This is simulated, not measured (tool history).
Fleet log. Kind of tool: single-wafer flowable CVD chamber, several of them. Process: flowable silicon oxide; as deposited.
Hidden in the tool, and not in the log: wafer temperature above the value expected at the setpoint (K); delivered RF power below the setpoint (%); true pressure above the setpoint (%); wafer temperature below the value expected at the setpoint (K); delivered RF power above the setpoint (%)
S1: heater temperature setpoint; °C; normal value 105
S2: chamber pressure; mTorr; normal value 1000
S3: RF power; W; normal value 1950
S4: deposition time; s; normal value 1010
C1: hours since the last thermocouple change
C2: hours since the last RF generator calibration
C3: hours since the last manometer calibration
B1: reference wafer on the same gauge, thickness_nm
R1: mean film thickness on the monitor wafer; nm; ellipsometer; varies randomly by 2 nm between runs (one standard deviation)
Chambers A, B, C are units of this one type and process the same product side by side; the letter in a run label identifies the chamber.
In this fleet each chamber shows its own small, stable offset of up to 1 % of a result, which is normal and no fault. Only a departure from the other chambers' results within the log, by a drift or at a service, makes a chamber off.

run    day   S1    S2    S3    S4      C1      C2      C3      B1      R1
 1C  0.133  105  1000  1950  1010  1811.9    58.7   208.5  596.10  679.37
 2A  0.238  105  1000  1950  1010   628.8  1160.1   854.9  595.81  674.66
 3B  0.329  105  1000  1950  1010  1571.9   237.9  2240.8  595.86  679.38
 4A  0.521  105  1000  1950  1010   635.6  1166.9   861.7  595.93  678.57
 5C  0.696  105  1000  1950  1010  1825.4    72.2   222.0  596.50  676.06
 6B  0.842  105  1000  1950  1010  1584.2   250.2  2253.1  596.22  682.05
 7B  1.025  105  1000  1950  1010  1588.6   254.6  2257.5  595.80  679.61
 8A  1.217  105  1000  1950  1010   652.3  1183.6   878.4  596.19  684.28
 9C  1.308  105  1000  1950  1010  1840.1    86.9   236.7  596.15  681.55
10B  1.508  105  1000  1950  1010  1600.2   266.2  2269.1  595.98  684.42
11A  1.704  105  1000  1950  1010   664.0  1195.3   890.1  596.09  683.30
12C  1.858  105  1000  1950  1010  1853.3   100.1   249.9  596.05  681.56
13A  1.983  105  1000  1950  1010   670.7  1202.0   896.8  596.11  681.29
14C  2.129  105  1000  1950  1010  1859.8   106.6   256.4  595.52  679.78
15B  2.250  105  1000  1950  1010  1618.0   284.0  2286.9  596.14  680.75
16A  2.446  105  1000  1950  1010   681.8  1213.1   907.9  595.78  682.33
17C  2.538  105  1000  1950  1010  1869.6   116.4   266.2  596.14  683.47
18B  2.642  105  1000  1950  1190  1627.4   293.4  2296.3  596.07  802.01
19A  2.829  105  1000  1950  1190   691.0  1222.3   917.1  595.92  801.44
20B  3.000  105  1000  1950  1190  1636.0   302.0  2304.9  595.74  800.67
21C  3.158  105   900  1950   910  1884.5   131.3   281.1  596.01  547.31
22C  3.354  105   900  1950   910  1889.2   136.0   285.8  595.72  546.75
23B  3.550  105   900  1950   910  1649.2   315.2  2318.1  595.33  536.50
24A  3.692  105  1000  1950  1010   711.7  1243.0   937.8  596.27  681.92
25C  3.804  105  1000  1950  1160  1900.0   146.8   296.6  595.64  782.89
26A  3.950  105  1000  1950  1160   717.9  1249.2   944.0  595.80  785.45
27B  4.108  105  1000  1950  1160  1662.6   328.6  2331.5  595.86  784.87
28A  4.304  105  1000  1950  1010   726.4  1257.7   952.5  595.80  678.28
29B  4.483  105  1000  1950  1170  1671.6   337.6  2340.5  596.17  789.13
30C  4.633  105  1000  1950  1170  1919.9   166.7   316.5  596.07  800.08
31B  4.758  105  1000  1950  1170  1678.2   344.2  2347.1  595.97  786.35
32C  4.938  105  1000  1625   900  1927.2   174.0   323.8  595.96  587.43
33A  5.025  105  1000  1625   900   743.7  1275.0   969.8  596.04  578.67
34C  5.142  105  1000  1625   900  1932.1   178.9   328.7  596.32  589.61
35B  5.321  105  1000  1950  1010  1691.7   357.7  2360.6  595.69  678.69
36A  5.454  105  1000  1950  1010   754.0  1285.3   980.1  595.92  678.32
37B  5.650  105  1000  1950  1010  1699.6   365.6  2368.5  596.67  680.17
38A  5.804  105  1000  1950  1010   762.4  1293.7   988.5  596.00  678.90
39C  5.992  105  1000  1950  1010  1952.5   199.3   349.1  595.71  693.41
40B  6.175  105  1000  1950  1010  1712.2   378.2  2381.1  596.23  681.10

Next, every chamber runs the same settings. What will each give?
41A  6.321  115  1000  1950  1010                   ?
41B  6.321  115  1000  1950  1010                   ?
41C  6.321  115  1000  1950  1010                   ?

run      R1
41A  495.31
41B  497.34
41C  502.89
